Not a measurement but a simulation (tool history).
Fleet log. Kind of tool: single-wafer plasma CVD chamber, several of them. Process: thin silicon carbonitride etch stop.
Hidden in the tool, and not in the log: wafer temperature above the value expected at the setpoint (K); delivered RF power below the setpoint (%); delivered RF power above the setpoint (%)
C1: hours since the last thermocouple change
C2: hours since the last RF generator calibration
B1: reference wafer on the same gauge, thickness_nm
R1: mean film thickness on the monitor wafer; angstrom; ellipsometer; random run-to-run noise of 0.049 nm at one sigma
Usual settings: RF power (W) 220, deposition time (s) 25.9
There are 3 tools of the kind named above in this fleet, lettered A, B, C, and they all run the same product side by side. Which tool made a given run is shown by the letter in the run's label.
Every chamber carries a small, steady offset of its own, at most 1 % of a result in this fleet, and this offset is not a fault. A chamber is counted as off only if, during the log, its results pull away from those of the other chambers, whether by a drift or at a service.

{"run": "1A", "hour": 2.7, "RF power (W)": 220, "deposition time (s)": 25.9, "C1": 22.9, "C2": 543.8, "B1": 17.211, "R1": 152.48}
{"run": "2B", "hour": 6.8, "RF power (W)": 220, "deposition time (s)": 25.9, "C1": 286.3, "C2": 965.0, "B1": 17.221, "R1": 152.45}
{"run": "3C", "hour": 10.3, "RF power (W)": 220, "deposition time (s)": 25.9, "C1": 90.1, "C2": 84.9, "B1": 17.203, "R1": 152.64}
{"run": "4B", "hour": 15.6, "RF power (W)": 220, "deposition time (s)": 25.9, "C1": 295.1, "C2": 973.8, "B1": 17.187, "R1": 153.1}
{"run": "5C", "hour": 18.7, "RF power (W)": 220, "deposition time (s)": 25.9, "C1": 98.5, "C2": 93.3, "B1": 17.21, "R1": 152.26}
{"run": "6A", "hour": 22.7, "RF power (W)": 220, "deposition time (s)": 25.9, "C1": 42.9, "C2": 563.8, "B1": 17.207, "R1": 153.45}
{"run": "7B", "hour": 26.7, "RF power (W)": 220, "deposition time (s)": 25.9, "C1": 306.2, "C2": 984.9, "B1": 17.197, "R1": 153.05}
{"run": "8A", "hour": 30.8, "RF power (W)": 220, "deposition time (s)": 25.9, "C1": 51.0, "C2": 571.9, "B1": 17.201, "R1": 152.58}
{"run": "9C", "hour": 33.5, "RF power (W)": 220, "deposition time (s)": 25.9, "C1": 113.3, "C2": 108.1, "B1": 17.207, "R1": 151.25}
{"run": "10A", "hour": 38.9, "RF power (W)": 220, "deposition time (s)": 25.9, "C1": 59.1, "C2": 580.0, "B1": 17.195, "R1": 151.92}
{"run": "11B", "hour": 42.0, "RF power (W)": 180, "deposition time (s)": 21.0, "C1": 321.5, "C2": 1000.2, "B1": 17.197, "R1": 117.54}
{"run": "12C", "hour": 48.0, "RF power (W)": 180, "deposition time (s)": 21.0, "C1": 127.8, "C2": 122.6, "B1": 17.201, "R1": 115.36}
{"run": "13A", "hour": 53.8, "RF power (W)": 180, "deposition time (s)": 21.0, "C1": 74.0, "C2": 594.9, "B1": 17.203, "R1": 115.38}
{"run": "14B", "hour": 58.1, "RF power (W)": 220, "deposition time (s)": 25.9, "C1": 337.6, "C2": 1016.3, "B1": 17.2, "R1": 153.01}
{"run": "15C", "hour": 62.3, "RF power (W)": 190, "deposition time (s)": 29.6, "C1": 142.1, "C2": 136.9, "B1": 17.199, "R1": 165.64}
{"run": "16C", "hour": 65.6, "RF power (W)": 190, "deposition time (s)": 29.6, "C1": 145.4, "C2": 140.2, "B1": 17.192, "R1": 166.1}
{"run": "17B", "hour": 69.4, "RF power (W)": 190, "deposition time (s)": 29.6, "C1": 348.9, "C2": 1027.6, "B1": 17.203, "R1": 167.74}
{"run": "18A", "hour": 72.8, "RF power (W)": 220, "deposition time (s)": 25.9, "C1": 93.0, "C2": 613.9, "B1": 17.199, "R1": 149.12}
{"run": "19A", "hour": 77.1, "RF power (W)": 220, "deposition time (s)": 25.9, "C1": 97.3, "C2": 618.2, "B1": 17.217, "R1": 148.74}
{"run": "20B", "hour": 83.1, "RF power (W)": 220, "deposition time (s)": 25.9, "C1": 362.6, "C2": 1041.3, "B1": 17.196, "R1": 152.94}
{"run": "21C", "hour": 88.7, "RF power (W)": 220, "deposition time (s)": 25.9, "C1": 168.5, "C2": 163.3, "B1": 17.18, "R1": 151.39}

Which is it: a chamber that has drifted or been left off by a service, a gauge drift common to all chambers, or only each chamber's usual small offset? If a chamber is off, name it and its likeliest cause.

Chamber A drifts away from the others.
Cause: delivered RF power below the setpoint (%) = 8.68.

Here are 4 candidates for chamber A's next run, each the usual settings with a change, their results left as question marks. Which one brings its results back in line with what the others give on the usual settings?
A result is in line if it is within this distance of the other chambers' mean on the usual settings: R1 1.70 angstrom
{"run": "22A-1", "hour": 93.0, "RF power (W)": 215, "deposition time (s)": 24.7, "R1": "?"}
{"run": "22A-2", "hour": 93.0, "RF power (W)": 220, "deposition time (s)": 25.3, "R1": "?"}
{"run": "22A-3", "hour": 93.0, "RF power (W)": 220, "deposition time (s)": 26.6, "R1": "?"}
{"run": "22A-4", "hour": 93.0, "RF power (W)": 225, "deposition time (s)": 27.1, "R1": "?"}

Other chambers, usual settings, mean: R1 152.40 angstrom
run=22A-1 R1=140.54
run=22A-2 R1=144.95
run=22A-3 R1=152.40
run=22A-4 R1=156.32
Change 22A-3 lands the chamber within the allowed miss of the other chambers.
